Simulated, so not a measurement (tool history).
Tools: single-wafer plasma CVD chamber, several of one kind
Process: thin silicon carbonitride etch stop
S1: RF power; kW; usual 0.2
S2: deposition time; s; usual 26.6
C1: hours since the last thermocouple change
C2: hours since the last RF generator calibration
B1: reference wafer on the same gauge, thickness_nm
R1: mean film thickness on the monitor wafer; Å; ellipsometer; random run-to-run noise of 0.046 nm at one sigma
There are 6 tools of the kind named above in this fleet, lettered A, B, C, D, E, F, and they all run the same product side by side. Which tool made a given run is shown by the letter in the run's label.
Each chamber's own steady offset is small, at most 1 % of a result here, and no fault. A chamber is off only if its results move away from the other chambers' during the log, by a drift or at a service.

{"run": "1C", "hour": 13.3, "S1": 0.2, "S2": 26.6, "C1": 572.4, "C2": 1249.8, "B1": 12.594, "R1": 151.67}
{"run": "2F", "hour": 23.9, "S1": 0.2, "S2": 26.6, "C1": 451.8, "C2": 744.6, "B1": 12.596, "R1": 152.54}
{"run": "3B", "hour": 33.0, "S1": 0.2, "S2": 26.6, "C1": 853.3, "C2": 591.4, "B1": 12.611, "R1": 152.33}
{"run": "4D", "hour": 41.3, "S1": 0.2, "S2": 26.6, "C1": 831, "C2": 1070.9, "B1": 12.596, "R1": 151.26}
{"run": "5E", "hour": 50.5, "S1": 0.2, "S2": 26.6, "C1": 64.3, "C2": 1924.7, "B1": 12.596, "R1": 152.06}
{"run": "6A", "hour": 58.0, "S1": 0.2, "S2": 26.6, "C1": 74.8, "C2": 702.8, "B1": 12.607, "R1": 151.87}
{"run": "7B", "hour": 64.3, "S1": 0.2, "S2": 26.6, "C1": 884.6, "C2": 622.7, "B1": 12.609, "R1": 152.29}
{"hour": 71.2, "done": "chamber D: RF generator calibrated"}
{"run": "8E", "hour": 72.7, "S1": 0.2, "S2": 26.6, "C1": 86.5, "C2": 1946.9, "B1": 12.594, "R1": 151.69}
{"run": "9A", "hour": 85.7, "S1": 0.165, "S2": 29.5, "C1": 102.5, "C2": 730.5, "B1": 12.602, "R1": 157.83}
{"run": "10F", "hour": 99.0, "S1": 0.165, "S2": 29.5, "C1": 526.9, "C2": 819.7, "B1": 12.6, "R1": 158.72}
{"run": "11D", "hour": 106.0, "S1": 0.165, "S2": 29.5, "C1": 895.7, "C2": 34.9, "B1": 12.605, "R1": 159.17}
{"run": "12C", "hour": 119.9, "S1": 0.165, "S2": 29.5, "C1": 679, "C2": 1356.4, "B1": 12.599, "R1": 157.58}
{"run": "13A", "hour": 126.4, "S1": 0.165, "S2": 29.5, "C1": 143.2, "C2": 771.2, "B1": 12.604, "R1": 157.78}
{"run": "14F", "hour": 137.6, "S1": 0.165, "S2": 29.5, "C1": 565.5, "C2": 858.3, "B1": 12.595, "R1": 158.75}
{"run": "15B", "hour": 145.0, "S1": 0.175, "S2": 28.6, "C1": 965.3, "C2": 703.4, "B1": 12.604, "R1": 157.62}
{"run": "16C", "hour": 153.7, "S1": 0.175, "S2": 28.6, "C1": 712.8, "C2": 1390.2, "B1": 12.592, "R1": 156.79}
{"run": "17E", "hour": 162.8, "S1": 0.175, "S2": 28.6, "C1": 176.6, "C2": 2037, "B1": 12.599, "R1": 156.49}
{"run": "18D", "hour": 176.4, "S1": 0.175, "S2": 28.6, "C1": 966.1, "C2": 105.3, "B1": 12.608, "R1": 155.57}
{"hour": 184.9, "done": "chamber C: RF generator calibrated"}
{"run": "19B", "hour": 190.4, "S1": 0.175, "S2": 28.6, "C1": 1010.7, "C2": 748.8, "B1": 12.6, "R1": 157.06}
{"hour": 202.3, "done": "chamber D: thermocouple changed; heater temperature recalibrated"}
{"run": "20E", "hour": 204.2, "S1": 0.175, "S2": 28.6, "C1": 218, "C2": 2078.4, "B1": 12.598, "R1": 155.97}
{"hour": 207.1, "done": "chamber E: RF generator calibrated"}
{"run": "21A", "hour": 217.4, "S1": 0.2, "S2": 26.6, "C1": 234.2, "C2": 862.2, "B1": 12.605, "R1": 150.71}
{"run": "22D", "hour": 227.1, "S1": 0.2, "S2": 26.6, "C1": 24.9, "C2": 156, "B1": 12.6, "R1": 151.39}
{"run": "23C", "hour": 236.4, "S1": 0.2, "S2": 24, "C1": 795.5, "C2": 51.6, "B1": 12.606, "R1": 136.57}
{"run": "24F", "hour": 244.6, "S1": 0.2, "S2": 24, "C1": 672.5, "C2": 965.3, "B1": 12.607, "R1": 138.13}
{"run": "25D", "hour": 258.6, "S1": 0.2, "S2": 24, "C1": 56.4, "C2": 187.5, "B1": 12.591, "R1": 136.33}
{"run": "26E", "hour": 272.4, "S1": 0.2, "S2": 24, "C1": 286.2, "C2": 65.4, "B1": 12.598, "R1": 136.85}
{"run": "27F", "hour": 285.7, "S1": 0.2, "S2": 24, "C1": 713.6, "C2": 1006.4, "B1": 12.594, "R1": 137.56}
{"run": "28A", "hour": 292.0, "S1": 0.2, "S2": 24, "C1": 308.8, "C2": 936.8, "B1": 12.606, "R1": 134.24}
{"run": "29C", "hour": 305.5, "S1": 0.2, "S2": 26.6, "C1": 864.6, "C2": 120.7, "B1": 12.595, "R1": 150.68}
{"run": "30B", "hour": 314.0, "S1": 0.2, "S2": 26.6, "C1": 1134.3, "C2": 872.4, "B1": 12.615, "R1": 152.05}
{"run": "31E", "hour": 320.9, "S1": 0.2, "S2": 26.6, "C1": 334.7, "C2": 113.9, "B1": 12.604, "R1": 151.37}
{"run": "32B", "hour": 334.7, "S1": 0.23, "S2": 28.5, "C1": 1155, "C2": 893.1, "B1": 12.612, "R1": 170.24}
{"run": "33D", "hour": 344.3, "S1": 0.23, "S2": 28.5, "C1": 142.1, "C2": 273.2, "B1": 12.605, "R1": 168.25}
{"run": "34F", "hour": 350.5, "S1": 0.23, "S2": 28.5, "C1": 778.4, "C2": 1071.2, "B1": 12.591, "R1": 169.86}
{"run": "35A", "hour": 357.3, "S1": 0.23, "S2": 28.5, "C1": 374.1, "C2": 1002.1, "B1": 12.596, "R1": 165.93}
{"run": "36C", "hour": 363.6, "S1": 0.23, "S2": 28.5, "C1": 922.7, "C2": 178.8, "B1": 12.601, "R1": 170.14}
{"run": "37F", "hour": 376.2, "S1": 0.23, "S2": 28.5, "C1": 804.1, "C2": 1096.9, "B1": 12.596, "R1": 171.05}
{"run": "38B", "hour": 384.4, "S1": 0.2, "S2": 26.6, "C1": 1204.7, "C2": 942.8, "B1": 12.597, "R1": 152.17}
{"run": "39D", "hour": 395.4, "S1": 0.2, "S2": 26.6, "C1": 193.2, "C2": 324.3, "B1": 12.598, "R1": 151.83}

Has any chamber moved away from the others, gradually or after a service, or does the common gauge drift, or do the chambers differ only by their own small steady offsets? State the chamber and the most likely cause if one applies.

Little by little, chamber A moves away from the other chambers.
Most likely cause: delivered RF power below the setpoint (%) = 7.53.

Here are 4 candidates for chamber A's next run, each the usual settings with a change, their results left as question marks. Which one brings its results back in line with what the others give on the usual settings?
To be in line, a result may differ from the other chambers' mean on the usual settings by at most: R1 1.6 Å
{"run": "40A-1", "hour": 405.4, "S1": 0.2, "S2": 27.3, "R1": "?"}
{"run": "40A-2", "hour": 405.4, "S1": 0.2, "S2": 25.9, "R1": "?"}
{"run": "40A-3", "hour": 405.4, "S1": 0.17, "S2": 26.6, "R1": "?"}
{"run": "40A-4", "hour": 405.4, "S1": 0.2, "S2": 27.8, "R1": "?"}

Usual-settings mean across the other chambers: R1 151.97 Å
run=40A-1 R1=151.57
run=40A-2 R1=143.79
run=40A-3 R1=140.57
run=40A-4 R1=154.34
It is 40A-1 that realigns the chamber with its peers.

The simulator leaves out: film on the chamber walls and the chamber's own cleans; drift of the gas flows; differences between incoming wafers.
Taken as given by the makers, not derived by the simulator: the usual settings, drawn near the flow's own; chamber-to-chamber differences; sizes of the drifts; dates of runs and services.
